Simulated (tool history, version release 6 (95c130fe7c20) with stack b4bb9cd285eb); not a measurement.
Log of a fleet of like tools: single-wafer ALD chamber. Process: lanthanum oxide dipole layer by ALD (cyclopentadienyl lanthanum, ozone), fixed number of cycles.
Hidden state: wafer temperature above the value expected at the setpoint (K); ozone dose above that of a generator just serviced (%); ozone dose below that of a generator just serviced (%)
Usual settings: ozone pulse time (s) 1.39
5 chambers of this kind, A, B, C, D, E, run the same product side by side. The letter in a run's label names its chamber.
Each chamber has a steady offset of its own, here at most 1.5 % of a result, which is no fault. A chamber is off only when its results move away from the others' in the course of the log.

run   hour  ozone pulse time (s)  hours since the last thermocouple change  hours since the last ozone generator service  read-back reference wafer on the same gauge, thickness_nm  mean film thickness on the monitor wafer (Å)
 1D    3.7                  1.39                                    1062.4                                         885.5                                                    0.64216                                        5.4536
 2A    7.7                  1.39                                     222.8                                        1669.5                                                    0.64196                                        5.3970
 3E   14.9                  1.39                                    2641.8                                         773.9                                                    0.64225                                        5.3729
 4C   20.6                  1.39                                     799.2                                        1736.3                                                    0.64162                                        5.4084
 5B   27.3                  1.39                                    1421.5                                         760.7                                                    0.64180                                        5.3836
 6A   30.6                  1.39                                     245.7                                        1692.4                                                    0.64165                                        5.3959
 7C   36.5                  1.85                                     815.1                                        1752.2                                                    0.64147                                        5.6190
 8B   41.4                  1.85                                    1435.6                                         774.8                                                    0.64270                                        5.6879
 9D   45.6                  1.85                                    1104.3                                         927.4                                                    0.64222                                        5.6631
10E   51.9                  1.85                                    2678.8                                         810.9                                                    0.64191                                        5.5245
      52.7  -- chamber C: ozone generator serviced
11C   55.3                  1.85                                     833.9                                           2.6                                                    0.64184                                        5.5913
12B   59.1                  1.39                                    1453.3                                         792.5                                                    0.64193                                        5.4085
13A   64.8                  1.39                                     279.9                                        1726.6                                                    0.64182                                        5.4300
14E   70.6                  1.39                                    2697.5                                         829.6                                                    0.64216                                        5.4318
15D   75.6                  1.39                                    1134.3                                         957.4                                                    0.64216                                        5.4685
16C   80.2                  1.39                                     858.8                                          27.5                                                    0.64156                                        5.4322
17B   85.8                  1.92                                    1480.0                                         819.2                                                    0.64209                                        5.6485
18D   90.3                  1.92                                    1149.0                                         972.1                                                    0.64202                                        5.7215
19A   93.6                  1.92                                     308.7                                        1755.4                                                    0.64203                                        5.6026
20E  100.6                  1.92                                    2727.5                                         859.6                                                    0.64133                                        5.5687
21C  104.0                  1.92                                     882.6                                          51.3                                                    0.64237                                        5.6453
22B  109.8                  1.39                                    1504.0                                         843.2                                                    0.64106                                        5.3011
23D  113.7                  1.39                                    1172.4                                         995.5                                                    0.64233                                        5.3761
24E  118.7                  1.39                                    2745.6                                         877.7                                                    0.64181                                        5.3328
25A  123.4                  1.39                                     338.5                                        1785.2                                                    0.64240                                        5.4360
26E  128.7                  1.13                                    2755.6                                         887.7                                                    0.64356                                        5.0780
27B  134.8                  1.13                                    1529.0                                         868.2                                                    0.64231                                        4.9069
28C  139.5                  1.13                                     918.1                                          86.8                                                    0.64155                                        5.1214
29D  143.6                  1.13                                    1202.3                                        1025.4                                                    0.64301                                        5.1398
30A  147.7                  1.13                                     362.8                                        1809.5                                                    0.64196                                        5.1861
31A  151.5                  1.39                                     366.6                                        1813.3                                                    0.64150                                        5.4189
32B  157.3                  1.39                                    1551.5                                         890.7                                                    0.64192                                        5.1409
33D  162.2                  1.22                                    1220.9                                        1044.0                                                    0.64238                                        5.3135

What goes on in this fleet: one chamber off, a drifting gauge, or nothing beyond the chambers' own small offsets? Name the chamber and the cause, if any.

Chamber B drifts away from the others.
Cause: ozone dose below that of a generator just serviced (%) = 22.9.

Here are 4 candidates for chamber B's next run, each the usual settings with a change, their results left as question marks. Which one brings its results back in line with what the others give on the usual settings?
In line means no further than this from the other chambers' mean on the usual settings: mean film thickness on the monitor wafer (Å) 0.1000
34B-1  167.4                  1.19                                                                                                                                                                                                ?
34B-2  167.4                  1.30                                                                                                                                                                                                ?
34B-3  167.4                  1.70                                                                                                                                                                                                ?
34B-4  167.4                  1.48                                                                                                                                                                                                ?

The other chambers' mean on the usual settings: mean film thickness on the monitor wafer (Å) 5.3971
  run  mean film thickness on the monitor wafer (Å)
34B-1                                        4.8920
34B-2                                        5.0275
34B-3                                        5.3684
34B-4                                        5.2062
34B-3 brings the chamber back in line.
